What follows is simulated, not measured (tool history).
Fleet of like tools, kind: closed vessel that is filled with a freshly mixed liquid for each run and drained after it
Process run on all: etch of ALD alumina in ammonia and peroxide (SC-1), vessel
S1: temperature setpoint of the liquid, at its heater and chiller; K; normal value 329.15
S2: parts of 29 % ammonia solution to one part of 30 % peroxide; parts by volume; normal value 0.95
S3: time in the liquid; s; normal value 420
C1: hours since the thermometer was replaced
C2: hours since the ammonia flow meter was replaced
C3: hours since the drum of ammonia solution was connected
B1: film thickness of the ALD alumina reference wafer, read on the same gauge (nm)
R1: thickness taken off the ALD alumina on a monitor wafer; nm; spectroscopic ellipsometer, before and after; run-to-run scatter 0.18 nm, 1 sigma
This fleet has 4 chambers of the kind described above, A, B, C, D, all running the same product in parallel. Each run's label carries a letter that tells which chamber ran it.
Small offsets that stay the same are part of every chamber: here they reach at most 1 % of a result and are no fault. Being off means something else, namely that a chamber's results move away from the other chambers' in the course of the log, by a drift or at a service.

run	hour	S1	S2	S3	C1	C2	C3	B1	R1
1C	3.9	329.15	0.95	420	224.2	570	218.2	49.974	32.632
2D	10.6	329.15	0.95	420	612.4	1407.5	236.3	50.018	32.25
3A	14.5	329.15	0.95	420	371.1	151.9	93.8	49.994	32.51
4B	18.6	329.15	0.95	420	1280.6	492.7	657.8	50.01	32.156
5C	25.6	329.15	0.95	420	245.9	591.7	239.9	49.965	32.503
6D	30	321.65	0.95	545	631.8	1426.9	255.7	50.015	28.198
7A	33.9	321.65	0.95	545	390.5	171.3	113.2	49.974	28.31
8B	39	321.65	0.95	545	1301	513.1	678.2	50.014	27.851
9A	44.4	321.65	0.95	545	401	181.8	123.7	49.995	28.237
10B	53	329.15	0.95	420	1315	527.1	692.2	49.964	31.98
11C	57.6	329.15	0.95	420	277.9	623.7	271.9	49.967	32.471
12D	64.7	329.15	0.65	420	666.5	1461.6	290.4	50.008	30.898
13C	72.2	329.15	0.65	420	292.5	638.3	286.5	49.999	31.441
14D	80	329.15	0.65	420	681.8	1476.9	305.7	49.982	30.445
15A	87.1	329.15	0.65	420	443.7	224.5	166.4	49.979	31.456
16B	92.6	329.15	0.95	420	1354.6	566.7	731.8	49.978	32.328
17B	100.3	329.15	0.95	420	1362.3	574.4	739.5	50.016	32.175
18C	107.8	329.15	1.2	295	328.1	673.9	322.1	49.98	23.244
19A	113.4	329.15	1.2	295	470	250.8	192.7	50.009	23.576
20D	120.7	329.15	1.2	295	722.5	1517.6	346.4	49.949	22.432
21B	129.1	329.15	1.2	295	1391.1	603.2	768.3	49.963	22.978
22A	135.2	329.15	0.55	420	491.8	272.6	214.5	49.986	30.737
23D	143.2	329.15	0.55	420	745	1540.1	368.9	49.994	29.545
24C	150.8	329.15	0.55	420	371.1	716.9	365.1	49.938	30.855
# hour 157.4: chamber B: new drum of ammonia solution connected
25B	157.8	329.15	0.55	420	1419.8	631.9	0.4	50.02	30.177
26D	164.7	329.15	0.95	420	766.5	1561.6	390.4	49.967	31.063
# hour 164.9: chamber B: thermometer replaced
27A	170	329.15	0.95	420	526.6	307.4	249.3	49.983	32.36
28C	176.4	329.15	0.95	420	396.7	742.5	390.7	50.022	32.353
29C	181.4	336.15	0.95	235	401.7	747.5	395.7	50.022	26.152
30D	187.7	336.15	0.95	235	789.5	1584.6	413.4	49.971	24.438
31B	194	336.15	0.95	235	29.2	668.1	36.6	50.019	25.908
32A	202.1	336.15	0.95	235	558.7	339.5	281.4	49.993	25.865
33B	206.8	329.15	0.95	420	42	680.9	49.4	49.987	31.919

Next, all 4 chambers run the settings below, one line each with question marks for the results. What does each chamber give?
34A	213	329.15	0.95	420					?
34B	213	329.15	0.95	420					?
34C	213	329.15	0.95	420					?
34D	213	329.15	0.95	420					?

run	R1
34A	32.553
34B	32.175
34C	32.761
34D	30.03
